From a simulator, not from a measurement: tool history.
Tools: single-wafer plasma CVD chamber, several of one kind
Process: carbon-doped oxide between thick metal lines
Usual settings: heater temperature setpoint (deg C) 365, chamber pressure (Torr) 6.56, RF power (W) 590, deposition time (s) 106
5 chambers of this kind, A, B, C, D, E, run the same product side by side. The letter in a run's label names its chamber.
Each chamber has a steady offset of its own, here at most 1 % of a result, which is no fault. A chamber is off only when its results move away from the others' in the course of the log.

run   hour  heater temperature setpoint (deg C)  chamber pressure (Torr)  RF power (W)  deposition time (s)  read-back reference wafer on the same gauge, thickness_nm  mean film thickness on the monitor wafer (Å)
 1A    4.5                                  365                     6.56           590                  106                                                     632.67                                        5926.6
 2D   12.2                                  365                     6.56           590                  106                                                     632.28                                        5844.1
 3B     19                                  365                     6.56           590                  106                                                     631.37                                        5896.3
 4C   27.9                                  365                     6.56           590                  106                                                     631.73                                        5869.1
 5E   34.8                                  365                     6.56           590                  106                                                     631.72                                        5845.6
 6B   38.7                                  365                     6.56           590                  106                                                     631.69                                        5951.3
 7E   44.2                                  365                     6.56           590                  106                                                     631.55                                        5838.2
 8D   49.3                                  360                     6.56           590                   92                                                     632.21                                        5178.1
 9A   57.5                                  360                     6.56           590                   92                                                     630.82                                        5194.9
10C   62.4                                  360                     6.56           590                   92                                                     632.37                                        5193.4
11A   68.4                                  360                     6.56           590                   92                                                     631.28                                        5197.3
12C   73.5                                  360                     6.56           590                   92                                                     632.72                                          5126
13B   82.6                                  365                     6.56           590                  106                                                     631.75                                        6010.9
14D     91                                  365                     6.56           590                  106                                                     631.56                                        5963.1
      91.9  -- chamber C: capacitance manometer re-zeroed and calibrated
15E     95                                  365                     6.56           590                  106                                                     632.44                                        5880.8
16B  100.3                                  365                     6.56           590                  106                                                     631.34                                        5944.6
     107.2  -- chamber A: RF generator calibrated
17D    109                                  365                     6.56           590                  106                                                     631.08                                        5928.7
18E  116.7                                  365                     6.56           590                  106                                                     632.18                                        5917.4
19A  122.2                                  365                     6.56           590                  106                                                        632                                          5883
20C  126.8                                  365                     6.56           590                  106                                                     632.35                                        5882.7
21B  134.8                                  365                     6.56           590                  106                                                     631.65                                        5884.4
22C  143.9                                  365                     6.56           590                  106                                                     632.54                                        5831.1
23E  148.8                                  365                     6.56           530                  119                                                     631.04                                        6203.1
24D  152.7                                  365                     6.56           530                  119                                                      632.1                                        6185.4
25A  159.1                                  365                     6.56           530                  119                                                     631.88                                        6248.7
26B  163.3                                  365                     6.56           530                  119                                                     631.94                                        6216.9
27D  170.3                                  365                     6.56           530                  119                                                     631.91                                        6216.6
28E    178                                  365                     6.56           590                  106                                                     631.78                                          5887
29C  182.4                                  365                     6.56           590                  106                                                     631.93                                          5831
30A  190.5                                  365                     6.56           555                  116                                                     632.35                                        6247.8
31C    195                                  365                     6.56           555                  116                                                     631.98                                          6155
32E  201.9                                  365                     6.56           555                  116                                                     631.56                                        6240.2
33B  208.8                                  365                     6.56           555                  116                                                     631.12                                          6226
34D  213.1                                  365                     6.56           555                  116                                                     632.54                                        6245.9

What goes on in this fleet: one chamber off, a drifting gauge, or nothing beyond the chambers' own small offsets? Name the chamber and the cause, if any.

No chamber stands off beyond its own small offset, and the gauge holds steady.
